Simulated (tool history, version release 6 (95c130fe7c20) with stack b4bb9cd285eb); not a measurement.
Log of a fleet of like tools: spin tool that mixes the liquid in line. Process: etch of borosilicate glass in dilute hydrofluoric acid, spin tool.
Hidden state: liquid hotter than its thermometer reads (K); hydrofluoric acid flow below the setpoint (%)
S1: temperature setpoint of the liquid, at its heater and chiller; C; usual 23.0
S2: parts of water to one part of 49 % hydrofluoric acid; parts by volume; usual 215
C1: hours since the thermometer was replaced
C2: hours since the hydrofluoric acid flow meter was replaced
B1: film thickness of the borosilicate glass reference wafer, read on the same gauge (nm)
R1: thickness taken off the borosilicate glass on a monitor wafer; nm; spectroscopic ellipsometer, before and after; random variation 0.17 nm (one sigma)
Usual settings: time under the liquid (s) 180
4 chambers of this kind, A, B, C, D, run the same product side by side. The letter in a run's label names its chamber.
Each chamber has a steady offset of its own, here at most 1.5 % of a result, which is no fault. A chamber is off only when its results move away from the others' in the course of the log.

run 1D day=0.225 | S1=23.0 S2=215 time_under_the_liquid_(s)=180 | C1=602.6 C2=312.5 | B1=59.985 | R1=19.9050
run 2B day=0.596 | S1=23.0 S2=215 time_under_the_liquid_(s)=180 | C1=1941.7 C2=414.1 | B1=60.007 | R1=20.0560
run 3A day=0.925 | S1=23.0 S2=215 time_under_the_liquid_(s)=180 | C1=92.9 C2=520.2 | B1=60.011 | R1=19.6800
run 4C day=1.196 | S1=23.0 S2=215 time_under_the_liquid_(s)=180 | C1=1275.6 C2=1152.3 | B1=59.964 | R1=20.0270
run 5D day=1.396 | S1=23.0 S2=215 time_under_the_liquid_(s)=180 | C1=630.7 C2=340.6 | B1=60.007 | R1=19.7270
run 6B day=1.562 | S1=23.0 S2=215 time_under_the_liquid_(s)=180 | C1=1964.9 C2=437.3 | B1=60.017 | R1=20.1480
run 7C day=1.771 | S1=23.0 S2=215 time_under_the_liquid_(s)=180 | C1=1289.4 C2=1166.1 | B1=59.973 | R1=20.3820
run 8A day=2.100 | S1=23.0 S2=215 time_under_the_liquid_(s)=180 | C1=121.1 C2=548.4 | B1=59.968 | R1=19.7830
run 9B day=2.471 | S1=21.0 S2=155 time_under_the_liquid_(s)=180 | C1=1986.7 C2=459.1 | B1=59.961 | R1=27.2480
run 10A day=2.779 | S1=21.0 S2=155 time_under_the_liquid_(s)=180 | C1=137.4 C2=564.7 | B1=59.953 | R1=27.3350
run 11C day=3.029 | S1=21.0 S2=155 time_under_the_liquid_(s)=180 | C1=1319.6 C2=1196.3 | B1=60.012 | R1=27.6890
run 12D day=3.217 | S1=21.0 S2=155 time_under_the_liquid_(s)=180 | C1=674.4 C2=384.3 | B1=59.968 | R1=27.3390
run 13B day=3.479 | S1=23.0 S2=215 time_under_the_liquid_(s)=180 | C1=2010.9 C2=483.3 | B1=59.938 | R1=19.8550
run 14A day=3.725 | S1=21.0 S2=215 time_under_the_liquid_(s)=140 | C1=160.1 C2=587.4 | B1=59.995 | R1=14.3970
run 15D day=4.075 | S1=21.0 S2=215 time_under_the_liquid_(s)=140 | C1=695.0 C2=404.9 | B1=60.008 | R1=14.5770
run 16C day=4.246 | S1=21.0 S2=215 time_under_the_liquid_(s)=140 | C1=1348.8 C2=1225.5 | B1=59.994 | R1=14.5780
run 17C day=4.500 | S1=21.0 S2=215 time_under_the_liquid_(s)=140 | C1=1354.9 C2=1231.6 | B1=60.002 | R1=14.6160
run 18D day=4.854 | S1=23.0 S2=285 time_under_the_liquid_(s)=140 | C1=713.7 C2=423.6 | B1=60.028 | R1=11.1240
-- day=5.062 chamber A: hydrofluoric acid flow meter replaced
run 19B day=5.217 | S1=23.0 S2=285 time_under_the_liquid_(s)=140 | C1=2052.6 C2=525.0 | B1=60.012 | R1=10.9940
run 20A day=5.583 | S1=23.0 S2=285 time_under_the_liquid_(s)=140 | C1=204.7 C2=12.5 | B1=59.998 | R1=11.0730
run 21B day=5.792 | S1=23.0 S2=285 time_under_the_liquid_(s)=140 | C1=2066.4 C2=538.8 | B1=59.966 | R1=11.0360
run 22D day=6.058 | S1=23.0 S2=215 time_under_the_liquid_(s)=180 | C1=742.6 C2=452.5 | B1=60.008 | R1=20.4580
-- day=6.371 chamber C: hydrofluoric acid flow meter replaced
run 23C day=6.433 | S1=23.0 S2=155 time_under_the_liquid_(s)=180 | C1=1401.3 C2=1.6 | B1=60.021 | R1=30.5530
run 24A day=6.775 | S1=23.0 S2=155 time_under_the_liquid_(s)=180 | C1=233.3 C2=41.1 | B1=60.035 | R1=29.2540
run 25C day=7.142 | S1=23.0 S2=155 time_under_the_liquid_(s)=180 | C1=1418.3 C2=18.6 | B1=60.020 | R1=29.8190
run 26D day=7.408 | S1=23.0 S2=155 time_under_the_liquid_(s)=180 | C1=775.0 C2=484.9 | B1=60.007 | R1=30.3920
run 27A day=7.738 | S1=23.0 S2=215 time_under_the_liquid_(s)=180 | C1=256.4 C2=64.2 | B1=59.980 | R1=19.7920
run 28B day=8.050 | S1=23.0 S2=215 time_under_the_liquid_(s)=180 | C1=2120.6 C2=593.0 | B1=59.976 | R1=19.8020
run 29D day=8.388 | S1=26.0 S2=215 time_under_the_liquid_(s)=145 | C1=798.5 C2=508.4 | B1=59.947 | R1=18.7980
run 30C day=8.712 | S1=26.0 S2=215 time_under_the_liquid_(s)=145 | C1=1456.0 C2=56.3 | B1=59.979 | R1=18.3940
run 31B day=9.088 | S1=26.0 S2=215 time_under_the_liquid_(s)=145 | C1=2145.5 C2=617.9 | B1=59.974 | R1=17.8390
run 32A day=9.271 | S1=26.0 S2=215 time_under_the_liquid_(s)=145 | C1=293.2 C2=101.0 | B1=59.982 | R1=17.9850
run 33B day=9.558 | S1=19.5 S2=215 time_under_the_liquid_(s)=115 | C1=2156.8 C2=629.2 | B1=60.004 | R1=11.1020
run 34A day=9.825 | S1=19.5 S2=215 time_under_the_liquid_(s)=115 | C1=306.5 C2=114.3 | B1=59.945 | R1=11.1720
run 35D day=10.175 | S1=19.5 S2=215 time_under_the_liquid_(s)=115 | C1=841.4 C2=551.3 | B1=60.003 | R1=12.1210
run 36C day=10.400 | S1=19.5 S2=215 time_under_the_liquid_(s)=115 | C1=1496.5 C2=96.8 | B1=60.024 | R1=11.0910
run 37C day=10.658 | S1=23.0 S2=215 time_under_the_liquid_(s)=180 | C1=1502.7 C2=103.0 | B1=60.020 | R1=20.2560
run 38D day=10.825 | S1=23.0 S2=215 time_under_the_liquid_(s)=75 | C1=857.0 C2=566.9 | B1=59.987 | R1=9.0048
run 39A day=11.033 | S1=23.0 S2=215 time_under_the_liquid_(s)=75 | C1=335.5 C2=143.3 | B1=59.963 | R1=8.2245
run 40B day=11.258 | S1=23.0 S2=215 time_under_the_liquid_(s)=75 | C1=2197.6 C2=670.0 | B1=59.942 | R1=8.3215
run 41A day=11.538 | S1=23.0 S2=215 time_under_the_liquid_(s)=75 | C1=347.6 C2=155.4 | B1=60.024 | R1=8.3296
run 42B day=11.900 | S1=23.0 S2=215 time_under_the_liquid_(s)=180 | C1=2213.0 C2=685.4 | B1=59.971 | R1=19.9000

What goes on in this fleet: one chamber off, a drifting gauge, or nothing beyond the chambers' own small offsets? Name the chamber and the cause, if any.

Chamber D drifts away from the others.
Cause: liquid hotter than its thermometer reads (K) = 2.49.
The log may not tell that from: hydrofluoric acid flow above the setpoint (%).

Here are 4 candidates for chamber D's next run, each the usual settings with a change, their results left as question marks. Which one brings its results back in line with what the others give on the usual settings?
In line means no further than this from the other chambers' mean on the usual settings: R1 0.5800 nm
run 43D-1 day=12.175 | S1=23.0 S2=220 time_under_the_liquid_(s)=180 | R1=?
run 43D-2 day=12.175 | S1=23.5 S2=215 time_under_the_liquid_(s)=180 | R1=?
run 43D-3 day=12.175 | S1=23.0 S2=200 time_under_the_liquid_(s)=180 | R1=?
run 43D-4 day=12.175 | S1=23.0 S2=230 time_under_the_liquid_(s)=180 | R1=?

The other chambers' mean on the usual settings: R1 20.0350 nm
run=43D-1 R1=20.9680
run=43D-2 R1=21.9540
run=43D-3 R1=23.5370
run=43D-4 R1=19.8570
43D-4 brings the chamber back in line.

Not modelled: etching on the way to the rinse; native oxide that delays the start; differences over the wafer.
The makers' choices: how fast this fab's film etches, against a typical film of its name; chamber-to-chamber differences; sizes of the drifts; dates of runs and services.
